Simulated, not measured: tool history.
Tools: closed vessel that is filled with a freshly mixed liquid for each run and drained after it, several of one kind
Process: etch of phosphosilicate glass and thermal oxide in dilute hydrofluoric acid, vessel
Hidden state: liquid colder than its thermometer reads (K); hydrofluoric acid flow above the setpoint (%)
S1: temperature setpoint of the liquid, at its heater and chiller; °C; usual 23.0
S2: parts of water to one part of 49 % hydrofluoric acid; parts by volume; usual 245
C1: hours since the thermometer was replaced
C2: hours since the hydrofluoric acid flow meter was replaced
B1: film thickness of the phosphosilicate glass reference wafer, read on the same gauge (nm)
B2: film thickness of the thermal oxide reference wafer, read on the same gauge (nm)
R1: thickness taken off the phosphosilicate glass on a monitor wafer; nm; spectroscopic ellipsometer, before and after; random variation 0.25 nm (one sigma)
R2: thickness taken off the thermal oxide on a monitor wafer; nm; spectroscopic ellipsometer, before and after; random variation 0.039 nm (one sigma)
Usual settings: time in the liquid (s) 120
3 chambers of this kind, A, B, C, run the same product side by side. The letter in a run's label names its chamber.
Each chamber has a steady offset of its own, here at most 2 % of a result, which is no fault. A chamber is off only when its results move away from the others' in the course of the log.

Run 1A, day 0.204: usual settings; C1 2263.9; C2 1633.1; B1 140.00; B2 69.982. Result: R1 28.881 nm, R2 1.9175 nm.
Run 2C, day 0.379: usual settings; C1 550.5; C2 202.7; B1 140.05; B2 70.015. Result: R1 28.985 nm, R2 1.9367 nm.
Run 3B, day 0.633: usual settings; C1 458.7; C2 96.0; B1 140.04; B2 70.031. Result: R1 28.645 nm, R2 1.9314 nm.
Run 4A, day 0.771: usual settings; C1 2277.5; C2 1646.7; B1 139.99; B2 70.017. Result: R1 28.895 nm, R2 1.8851 nm.
Run 5B, day 1.012: usual settings; C1 467.8; C2 105.1; B1 140.01; B2 69.977. Result: R1 28.855 nm, R2 1.8850 nm.
Run 6C, day 1.242: usual settings; C1 571.2; C2 223.4; B1 140.02; B2 70.012. Result: R1 29.224 nm, R2 1.8851 nm.
Run 7A, day 1.404: usual settings; C1 2292.7; C2 1661.9; B1 139.96; B2 69.978. Result: R1 29.008 nm, R2 1.9158 nm.
Run 8B, day 1.612: usual settings; C1 482.2; C2 119.5; B1 140.00; B2 69.984. Result: R1 28.918 nm, R2 1.9608 nm.
Run 9C, day 1.846: usual settings; C1 585.7; C2 237.9; B1 139.99; B2 70.014. Result: R1 29.207 nm, R2 1.8979 nm.
Run 10C, day 1.983: usual settings; C1 589.0; C2 241.2; B1 139.98; B2 69.998. Result: R1 29.060 nm, R2 1.8929 nm.
Run 11B, day 2.171: usual settings; C1 495.6; C2 132.9; B1 139.99; B2 69.952. Result: R1 28.684 nm, R2 1.9163 nm.
Run 12A, day 2.321: usual settings but S2 305 parts by volume; C1 2314.7; C2 1683.9; B1 140.02; B2 69.982. Result: R1 21.844 nm, R2 1.4951 nm.
Run 13B, day 2.508: usual settings but S2 305 parts by volume; C1 503.7; C2 141.0; B1 140.02; B2 70.028. Result: R1 21.967 nm, R2 1.4337 nm.
Run 14A, day 2.683: usual settings but S2 305 parts by volume; C1 2323.4; C2 1692.6; B1 140.00; B2 70.010. Result: R1 22.149 nm, R2 1.4458 nm.
Run 15C, day 2.825: usual settings but S1 25.5 °C; C1 609.2; C2 261.4; B1 140.03; B2 70.007. Result: R1 31.979 nm, R2 2.1044 nm.
Run 16A, day 3.071: usual settings but S1 25.5 °C; C1 2332.7; C2 1701.9; B1 140.01; B2 70.001. Result: R1 31.652 nm, R2 2.1575 nm.
Run 17B, day 3.275: usual settings but S1 25.5 °C; C1 522.1; C2 159.4; B1 140.01; B2 70.005. Result: R1 30.803 nm, R2 2.0907 nm.
Run 18C, day 3.454: usual settings but S1 21.5 °C; C1 624.3; C2 276.5; B1 140.02; B2 69.971. Result: R1 27.404 nm, R2 1.8270 nm.
Run 19B, day 3.583: usual settings but S1 21.5 °C; C1 529.5; C2 166.8; B1 140.00; B2 69.984. Result: R1 27.322 nm, R2 1.7807 nm.
Run 20C, day 3.788: usual settings but S1 21.5 °C; C1 632.3; C2 284.5; B1 140.03; B2 69.962. Result: R1 27.676 nm, R2 1.7745 nm.
Run 21A, day 3.912: usual settings; C1 2352.9; C2 1722.1; B1 139.98; B2 69.998. Result: R1 29.332 nm, R2 1.9399 nm.

What goes on in this fleet: one chamber off, a drifting gauge, or nothing beyond the chambers' own small offsets? Name the chamber and the cause, if any.

No chamber stands off beyond its own small offset, and the gauge holds steady.
